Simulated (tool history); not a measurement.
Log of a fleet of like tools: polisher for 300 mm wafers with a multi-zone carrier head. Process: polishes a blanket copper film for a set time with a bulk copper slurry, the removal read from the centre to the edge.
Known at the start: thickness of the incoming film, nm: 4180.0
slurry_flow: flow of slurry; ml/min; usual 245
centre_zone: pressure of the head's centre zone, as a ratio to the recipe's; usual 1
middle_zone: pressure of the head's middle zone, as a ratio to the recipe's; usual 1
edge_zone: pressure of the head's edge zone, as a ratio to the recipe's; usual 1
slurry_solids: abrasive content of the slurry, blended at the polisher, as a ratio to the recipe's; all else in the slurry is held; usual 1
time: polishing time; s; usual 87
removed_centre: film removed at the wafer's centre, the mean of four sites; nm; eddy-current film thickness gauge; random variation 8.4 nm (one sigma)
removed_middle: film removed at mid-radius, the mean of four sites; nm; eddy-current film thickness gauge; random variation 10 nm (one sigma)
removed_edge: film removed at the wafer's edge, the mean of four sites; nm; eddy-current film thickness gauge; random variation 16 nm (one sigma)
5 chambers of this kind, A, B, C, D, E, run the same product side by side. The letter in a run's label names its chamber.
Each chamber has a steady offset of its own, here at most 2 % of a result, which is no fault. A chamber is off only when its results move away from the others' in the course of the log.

| run | day | slurry_flow | centre_zone | middle_zone | edge_zone | slurry_solids | time | removed_centre | removed_middle | removed_edge |
|---|---|---|---|---|---|---|---|---|---|---|
|  | 0.025 | chamber D: worn pad replaced by a new one |
| 1D | 0.208 | 245 | 1 | 1 | 1 | 1 | 87 | 1203 | 1206.5 | 1213.8 |
| 2E | 0.525 | 245 | 1 | 1 | 1 | 1 | 87 | 1207.2 | 1199.5 | 1240.6 |
| 3A | 0.729 | 245 | 1 | 1 | 1 | 1 | 87 | 1210.6 | 1187.9 | 1233.5 |
| 4B | 0.967 | 245 | 1 | 1 | 1 | 1 | 87 | 1216.1 | 1229.9 | 1207.5 |
| 5C | 1.146 | 245 | 1 | 1 | 1 | 1 | 87 | 1204 | 1218.4 | 1188.8 |
|  | 1.233 | chamber C: worn pad replaced by a new one |
| 6B | 1.4 | 245 | 1 | 1 | 1 | 1 | 87 | 1218.4 | 1222.1 | 1209.7 |
|  | 1.583 | chamber E: slurry nozzle cleaned |
|  | 1.592 | chamber C: slurry nozzle cleaned |
| 7D | 1.688 | 245 | 1 | 1 | 1 | 1 | 87 | 1211.6 | 1222.6 | 1213.5 |
| 8E | 2 | 245 | 1 | 1 | 1 | 1 | 87 | 1209.6 | 1235.5 | 1227.6 |
| 9A | 2.167 | 245 | 1 | 1 | 1 | 1 | 87 | 1202.2 | 1216.8 | 1193.2 |
|  | 2.383 | chamber C: centre zone pressure recalibrated |
| 10C | 2.488 | 245 | 1 | 1 | 1 | 1 | 87 | 1218.8 | 1226.2 | 1227.7 |
| 11A | 2.829 | 245 | 1 | 1 | 1 | 1 | 87 | 1186.8 | 1196.6 | 1204.3 |
| 12C | 3.004 | 245 | 1 | 1 | 1 | 1 | 87 | 1218.8 | 1209.8 | 1213.6 |
|  | 3.1 | chamber D: worn pad replaced by a new one |
| 13B | 3.233 | 245 | 1 | 1 | 1 | 1 | 87 | 1195.2 | 1226.7 | 1205.1 |
|  | 3.338 | chamber B: worn pad replaced by a new one |
| 14D | 3.583 | 245 | 1 | 1 | 1 | 1 | 87 | 1213.3 | 1205.7 | 1226.9 |
|  | 3.733 | chamber A: worn pad replaced by a new one |
| 15E | 3.929 | 245 | 1 | 1 | 1 | 1 | 87 | 1214.2 | 1187.3 | 1243 |
| 16C | 4.104 | 245 | 1 | 1 | 1 | 1 | 87 | 1202.7 | 1203 | 1219.7 |
| 17E | 4.333 | 245 | 1 | 1 | 1 | 1 | 87 | 1218.5 | 1224.8 | 1248.6 |
| 18A | 4.533 | 245 | 1 | 1 | 1.08 | 1 | 87 | 1203.4 | 1224.4 | 1235.5 |
| 19B | 4.821 | 245 | 1 | 1 | 1.08 | 1 | 87 | 1186.1 | 1230.8 | 1254.7 |
| 20D | 4.988 | 245 | 1 | 1 | 1.08 | 1 | 87 | 1213 | 1212.6 | 1275.6 |
|  | 5.146 | chamber C: worn pad replaced by a new one |
| 21E | 5.338 | 245 | 1 | 1 | 1.08 | 1 | 87 | 1216.7 | 1207.1 | 1249.2 |
|  | 5.529 | chamber E: worn pad replaced by a new one |
| 22A | 5.542 | 245 | 1 | 1 | 1.08 | 1 | 87 | 1210.1 | 1225.1 | 1240.6 |
| 23B | 5.762 | 245 | 1 | 1 | 1 | 1 | 87 | 1181.8 | 1234.5 | 1211.6 |
|  | 6.021 | chamber D: worn pad replaced by a new one |
| 24C | 6.021 | 245 | 1 | 1.08 | 1.1 | 1 | 87 | 1212.2 | 1295.2 | 1274.2 |
| 25D | 6.262 | 245 | 1 | 1.08 | 1.1 | 1 | 87 | 1210.5 | 1306.1 | 1300.9 |
| 26A | 6.504 | 245 | 1 | 1.08 | 1.1 | 1 | 87 | 1205.8 | 1301.3 | 1291.6 |
| 27C | 6.858 | 245 | 1 | 1.08 | 1.1 | 1 | 87 | 1211.6 | 1292.5 | 1268.5 |
|  | 7.071 | chamber B: worn pad replaced by a new one |
| 28B | 7.183 | 245 | 1 | 1.08 | 1.1 | 1 | 87 | 1164 | 1315.5 | 1277.4 |
| 29D | 7.396 | 245 | 1 | 1 | 1 | 1 | 87 | 1226.7 | 1206.8 | 1192.9 |
| 30E | 7.75 | 245 | 1.07 | 1 | 1 | 1 | 87 | 1305.8 | 1193.6 | 1181.7 |
| 31D | 7.958 | 245 | 1.07 | 1 | 1 | 1 | 87 | 1293.7 | 1235.4 | 1217.3 |
|  | 8.075 | chamber A: slurry nozzle cleaned |
| 32B | 8.129 | 245 | 1.07 | 1 | 1 | 1 | 87 | 1233.2 | 1228.2 | 1199.1 |
| 33C | 8.342 | 245 | 1.07 | 1 | 1 | 1 | 87 | 1286.9 | 1215.9 | 1205.3 |
| 34E | 8.612 | 245 | 1.07 | 1 | 1 | 1 | 87 | 1305.3 | 1191.3 | 1210.5 |
|  | 8.754 | chamber A: worn pad replaced by a new one |
| 35A | 8.883 | 245 | 1 | 1 | 1 | 1 | 87 | 1211.2 | 1222.9 | 1200.5 |
|  | 8.954 | chamber D: worn pad replaced by a new one |
| 36D | 9.079 | 245 | 1 | 1 | 1 | 1 | 87 | 1210.8 | 1217.4 | 1227.9 |
| 37A | 9.296 | 245 | 1 | 1 | 1 | 1 | 87 | 1204.4 | 1191.2 | 1229.1 |
| 38E | 9.55 | 245 | 1 | 1 | 1 | 1 | 87 | 1211.1 | 1198.3 | 1195.4 |

Is one chamber off against the others, does the gauge drift, or is nothing wrong? If a chamber is off, say which, and what the likeliest cause is.

Chamber B drifts away from the others.
Cause: centre zone's pressure below its setpoint, % = 6.53.

Here are 4 candidates for chamber B's next run, each the usual settings with a change, their results left as question marks. Which one brings its results back in line with what the others give on the usual settings?
In line means no further than this from the other chambers' mean on the usual settings: removed_centre 29 nm; removed_middle 36 nm; removed_edge 56 nm
| 39B-1 | 9.808 | 245 | 0.98 | 1.01 | 1 | 1 | 87 | ? | ? | ? |
| 39B-2 | 9.808 | 250 | 1.06 | 0.97 | 0.99 | 1 | 88 | ? | ? | ? |
| 39B-3 | 9.808 | 240 | 0.95 | 1.03 | 1.01 | 1 | 86 | ? | ? | ? |
| 39B-4 | 9.808 | 245 | 1.02 | 0.99 | 1 | 1 | 87 | ? | ? | ? |

The other chambers' mean on the usual settings: removed_centre 1207.8 nm; removed_middle 1210.7 nm; removed_edge 1214.2 nm
| run | removed_centre | removed_middle | removed_edge |
|---|---|---|---|
| 39B-1 | 1099.8 | 1242.6 | 1207 |
| 39B-2 | 1214.1 | 1213.1 | 1217.3 |
| 39B-3 | 1048.3 | 1247.9 | 1196.9 |
| 39B-4 | 1148.5 | 1219.5 | 1207.4 |
39B-2 brings the chamber back in line.
